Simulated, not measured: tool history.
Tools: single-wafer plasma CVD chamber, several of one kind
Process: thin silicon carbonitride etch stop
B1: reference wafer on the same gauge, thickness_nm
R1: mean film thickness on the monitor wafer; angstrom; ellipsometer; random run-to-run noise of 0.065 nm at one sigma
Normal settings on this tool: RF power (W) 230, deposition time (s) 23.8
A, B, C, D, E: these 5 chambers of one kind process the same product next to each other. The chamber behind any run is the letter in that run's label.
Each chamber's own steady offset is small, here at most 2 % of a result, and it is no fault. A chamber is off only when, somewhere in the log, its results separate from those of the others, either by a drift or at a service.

run 1C hour=3.3 | RF_power_(W)=230 deposition_time_(s)=23.8 | B1=11.689 | R1=138.57
run 2B hour=7.1 | RF_power_(W)=230 deposition_time_(s)=23.8 | B1=11.683 | R1=140.48
run 3A hour=10.3 | RF_power_(W)=230 deposition_time_(s)=23.8 | B1=11.708 | R1=141.29
run 4D hour=13.3 | RF_power_(W)=230 deposition_time_(s)=23.8 | B1=11.695 | R1=142.25
run 5E hour=17.7 | RF_power_(W)=230 deposition_time_(s)=23.8 | B1=11.700 | R1=142.80
run 6C hour=22.5 | RF_power_(W)=230 deposition_time_(s)=23.8 | B1=11.705 | R1=139.89
run 7D hour=27.8 | RF_power_(W)=230 deposition_time_(s)=23.8 | B1=11.711 | R1=142.27
run 8E hour=31.9 | RF_power_(W)=230 deposition_time_(s)=23.8 | B1=11.706 | R1=143.55
run 9A hour=35.8 | RF_power_(W)=195 deposition_time_(s)=22.1 | B1=11.714 | R1=123.41
run 10B hour=38.4 | RF_power_(W)=195 deposition_time_(s)=22.1 | B1=11.708 | R1=124.77
run 11B hour=41.3 | RF_power_(W)=195 deposition_time_(s)=22.1 | B1=11.706 | R1=123.88
run 12C hour=46.2 | RF_power_(W)=195 deposition_time_(s)=22.1 | B1=11.696 | R1=123.21
run 13D hour=50.4 | RF_power_(W)=195 deposition_time_(s)=22.1 | B1=11.706 | R1=124.78
run 14E hour=53.4 | RF_power_(W)=230 deposition_time_(s)=23.8 | B1=11.689 | R1=143.24
run 15A hour=57.0 | RF_power_(W)=230 deposition_time_(s)=23.8 | B1=11.705 | R1=141.37
run 16A hour=62.4 | RF_power_(W)=230 deposition_time_(s)=23.8 | B1=11.695 | R1=141.11
run 17D hour=66.1 | RF_power_(W)=230 deposition_time_(s)=23.8 | B1=11.712 | R1=142.12
run 18C hour=70.2 | RF_power_(W)=230 deposition_time_(s)=26.7 | B1=11.706 | R1=157.08
run 19E hour=74.9 | RF_power_(W)=230 deposition_time_(s)=26.7 | B1=11.695 | R1=160.41
run 20B hour=79.4 | RF_power_(W)=230 deposition_time_(s)=26.7 | B1=11.707 | R1=158.99
run 21C hour=83.3 | RF_power_(W)=230 deposition_time_(s)=26.7 | B1=11.684 | R1=156.10
run 22A hour=86.0 | RF_power_(W)=230 deposition_time_(s)=26.7 | B1=11.700 | R1=157.59
run 23B hour=90.3 | RF_power_(W)=230 deposition_time_(s)=25.9 | B1=11.706 | R1=153.26
-- hour=92.1 chamber E: RF generator calibrated
run 24E hour=94.2 | RF_power_(W)=230 deposition_time_(s)=25.9 | B1=11.684 | R1=155.06
run 25D hour=98.9 | RF_power_(W)=230 deposition_time_(s)=25.9 | B1=11.701 | R1=155.16
run 26C hour=102.9 | RF_power_(W)=230 deposition_time_(s)=25.9 | B1=11.704 | R1=151.17
run 27B hour=107.1 | RF_power_(W)=230 deposition_time_(s)=25.9 | B1=11.695 | R1=152.62
run 28E hour=112.0 | RF_power_(W)=230 deposition_time_(s)=23.8 | B1=11.704 | R1=143.01
run 29D hour=117.5 | RF_power_(W)=230 deposition_time_(s)=23.8 | B1=11.702 | R1=141.08
run 30A hour=122.9 | RF_power_(W)=230 deposition_time_(s)=23.8 | B1=11.708 | R1=140.51
run 31D hour=125.6 | RF_power_(W)=230 deposition_time_(s)=23.8 | B1=11.711 | R1=141.81
run 32E hour=128.5 | RF_power_(W)=200 deposition_time_(s)=26.1 | B1=11.686 | R1=149.76
run 33B hour=131.4 | RF_power_(W)=200 deposition_time_(s)=26.1 | B1=11.702 | R1=147.10

Predict what each chamber gives when all 5 of them run the settings below next.
run 34A hour=135.3 | RF_power_(W)=230 deposition_time_(s)=23.8 | R1=?
run 34B hour=135.3 | RF_power_(W)=230 deposition_time_(s)=23.8 | R1=?
run 34C hour=135.3 | RF_power_(W)=230 deposition_time_(s)=23.8 | R1=?
run 34D hour=135.3 | RF_power_(W)=230 deposition_time_(s)=23.8 | R1=?
run 34E hour=135.3 | RF_power_(W)=230 deposition_time_(s)=23.8 | R1=?

run=34A R1=140.51
run=34B R1=140.36
run=34C R1=138.12
run=34D R1=140.10
run=34E R1=142.27
